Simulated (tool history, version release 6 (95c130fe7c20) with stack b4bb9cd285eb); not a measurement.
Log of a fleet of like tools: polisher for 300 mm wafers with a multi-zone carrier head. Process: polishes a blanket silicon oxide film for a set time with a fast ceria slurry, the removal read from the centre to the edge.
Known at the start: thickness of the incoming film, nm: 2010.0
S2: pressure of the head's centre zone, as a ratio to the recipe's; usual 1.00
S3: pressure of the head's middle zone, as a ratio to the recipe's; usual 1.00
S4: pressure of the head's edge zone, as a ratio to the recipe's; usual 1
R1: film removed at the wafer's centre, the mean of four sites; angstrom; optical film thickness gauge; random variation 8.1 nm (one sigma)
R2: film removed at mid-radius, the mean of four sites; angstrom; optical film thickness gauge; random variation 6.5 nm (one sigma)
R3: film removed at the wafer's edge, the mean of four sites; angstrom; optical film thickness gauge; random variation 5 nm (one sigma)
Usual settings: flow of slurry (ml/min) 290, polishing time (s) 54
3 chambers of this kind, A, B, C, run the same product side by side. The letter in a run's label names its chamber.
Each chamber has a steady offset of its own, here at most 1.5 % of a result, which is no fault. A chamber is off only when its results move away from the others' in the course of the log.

run 1B day=0.146 | flow_of_slurry_(ml/min)=290 S2=1.00 S3=1.00 S4=1 polishing_time_(s)=54 | R1=6775.1 R2=6804.7 R3=6795.3
run 2A day=0.271 | flow_of_slurry_(ml/min)=290 S2=1.00 S3=1.00 S4=1 polishing_time_(s)=54 | R1=6727.1 R2=6757.5 R3=6741.5
run 3C day=0.450 | flow_of_slurry_(ml/min)=290 S2=1.00 S3=1.00 S4=1 polishing_time_(s)=54 | R1=6757.9 R2=6721.5 R3=6655.2
run 4B day=0.658 | flow_of_slurry_(ml/min)=290 S2=1.00 S3=1.00 S4=1 polishing_time_(s)=54 | R1=6772.5 R2=6849.1 R3=6765.4
run 5C day=0.788 | flow_of_slurry_(ml/min)=290 S2=1.00 S3=1.00 S4=1 polishing_time_(s)=54 | R1=6734.0 R2=6848.9 R3=6683.0
run 6A day=0.912 | flow_of_slurry_(ml/min)=290 S2=0.92 S3=1.00 S4=1 polishing_time_(s)=54 | R1=6176.1 R2=6792.5 R3=6717.7
run 7A day=1.133 | flow_of_slurry_(ml/min)=290 S2=0.92 S3=1.00 S4=1 polishing_time_(s)=54 | R1=6181.0 R2=6775.6 R3=6882.3
run 8C day=1.312 | flow_of_slurry_(ml/min)=290 S2=0.92 S3=1.00 S4=1 polishing_time_(s)=54 | R1=6154.2 R2=6758.7 R3=6627.4
-- day=1.404 chamber A: slurry nozzle cleaned
run 9B day=1.462 | flow_of_slurry_(ml/min)=290 S2=1.00 S3=1.00 S4=1 polishing_time_(s)=54 | R1=6773.6 R2=6817.3 R3=6779.8
run 10B day=1.725 | flow_of_slurry_(ml/min)=290 S2=1.00 S3=1.00 S4=1 polishing_time_(s)=54 | R1=6774.5 R2=6773.8 R3=6761.7
-- day=1.962 chamber C: worn pad replaced by a new one
-- day=2.004 chamber B: edge zone pressure recalibrated
run 11C day=2.004 | flow_of_slurry_(ml/min)=290 S2=1.00 S3=1.00 S4=1 polishing_time_(s)=54 | R1=6606.5 R2=6815.6 R3=6676.1
-- day=2.138 chamber A: worn pad replaced by a new one
run 12A day=2.167 | flow_of_slurry_(ml/min)=290 S2=1.00 S3=1.00 S4=1 polishing_time_(s)=54 | R1=6698.9 R2=6757.8 R3=6733.7
run 13A day=2.425 | flow_of_slurry_(ml/min)=290 S2=1.00 S3=1.00 S4=1 polishing_time_(s)=54 | R1=6801.6 R2=6836.0 R3=6793.4
run 14C day=2.671 | flow_of_slurry_(ml/min)=290 S2=1.00 S3=1.00 S4=1 polishing_time_(s)=54 | R1=6924.7 R2=6649.2 R3=6646.5
run 15B day=2.817 | flow_of_slurry_(ml/min)=290 S2=1.00 S3=1.00 S4=1 polishing_time_(s)=54 | R1=6673.7 R2=6797.9 R3=6840.2
run 16A day=3.058 | flow_of_slurry_(ml/min)=290 S2=1.00 S3=1.00 S4=1 polishing_time_(s)=54 | R1=6760.1 R2=6800.6 R3=6760.6
run 17C day=3.267 | flow_of_slurry_(ml/min)=290 S2=1.00 S3=1.00 S4=1 polishing_time_(s)=54 | R1=6692.1 R2=6760.5 R3=6640.9
-- day=3.412 chamber B: worn pad replaced by a new one
run 18B day=3.488 | flow_of_slurry_(ml/min)=340 S2=1.00 S3=0.89 S4=1 polishing_time_(s)=54 | R1=6799.8 R2=6272.0 R3=6911.7
run 19A day=3.633 | flow_of_slurry_(ml/min)=340 S2=1.00 S3=0.89 S4=1 polishing_time_(s)=54 | R1=6832.9 R2=6187.3 R3=6882.9
run 20B day=3.783 | flow_of_slurry_(ml/min)=340 S2=1.00 S3=0.89 S4=1 polishing_time_(s)=54 | R1=6884.8 R2=6278.9 R3=6846.2
-- day=3.812 chamber C: worn pad replaced by a new one
-- day=4.042 chamber C: slurry nozzle cleaned
run 21C day=4.046 | flow_of_slurry_(ml/min)=250 S2=1.00 S3=1.00 S4=1 polishing_time_(s)=54 | R1=6612.7 R2=6667.7 R3=6624.6
run 22B day=4.312 | flow_of_slurry_(ml/min)=250 S2=1.00 S3=1.00 S4=1 polishing_time_(s)=54 | R1=6568.3 R2=6767.8 R3=6718.0
run 23A day=4.558 | flow_of_slurry_(ml/min)=250 S2=1.00 S3=1.00 S4=1 polishing_time_(s)=54 | R1=6705.9 R2=6665.7 R3=6727.9
run 24C day=4.796 | flow_of_slurry_(ml/min)=290 S2=1.00 S3=1.00 S4=1 polishing_time_(s)=54 | R1=6809.1 R2=6677.1 R3=6566.4
run 25A day=4.925 | flow_of_slurry_(ml/min)=290 S2=1.00 S3=1.00 S4=1 polishing_time_(s)=54 | R1=6808.3 R2=6900.6 R3=6765.9
-- day=4.933 chamber A: worn pad replaced by a new one
run 26C day=5.100 | flow_of_slurry_(ml/min)=290 S2=1.00 S3=1.00 S4=1 polishing_time_(s)=54 | R1=6756.9 R2=6759.2 R3=6580.6
run 27B day=5.329 | flow_of_slurry_(ml/min)=290 S2=1.00 S3=1.00 S4=1 polishing_time_(s)=54 | R1=6689.7 R2=6789.8 R3=6792.7
run 28C day=5.488 | flow_of_slurry_(ml/min)=290 S2=1.00 S3=1.00 S4=1 polishing_time_(s)=54 | R1=6770.9 R2=6859.0 R3=6667.7
run 29A day=5.629 | flow_of_slurry_(ml/min)=290 S2=1.00 S3=1.00 S4=1 polishing_time_(s)=54 | R1=6667.5 R2=6799.8 R3=6787.2
-- day=5.667 chamber C: worn pad replaced by a new one
run 30B day=5.854 | flow_of_slurry_(ml/min)=290 S2=1.00 S3=1.00 S4=1 polishing_time_(s)=54 | R1=6795.4 R2=6866.6 R3=6796.3
run 31C day=6.029 | flow_of_slurry_(ml/min)=290 S2=1.00 S3=1.00 S4=1 polishing_time_(s)=54 | R1=6805.8 R2=6847.0 R3=6684.4
run 32A day=6.271 | flow_of_slurry_(ml/min)=290 S2=1.00 S3=1.00 S4=1 polishing_time_(s)=54 | R1=6820.5 R2=6799.8 R3=6766.2

All 3 chambers run these settings next. Forecast each chamber's results:
run 33A day=6.471 | flow_of_slurry_(ml/min)=290 S2=1.00 S3=1.00 S4=1 polishing_time_(s)=41 | R1=? R2=? R3=?
run 33B day=6.471 | flow_of_slurry_(ml/min)=290 S2=1.00 S3=1.00 S4=1 polishing_time_(s)=41 | R1=? R2=? R3=?
run 33C day=6.471 | flow_of_slurry_(ml/min)=290 S2=1.00 S3=1.00 S4=1 polishing_time_(s)=41 | R1=? R2=? R3=?

run=33A R1=5178.3 R2=5109.4 R3=5122.1
run=33B R1=5134.7 R2=5112.9 R3=5168.8
run=33C R1=5150.7 R2=5174.2 R3=5046.9
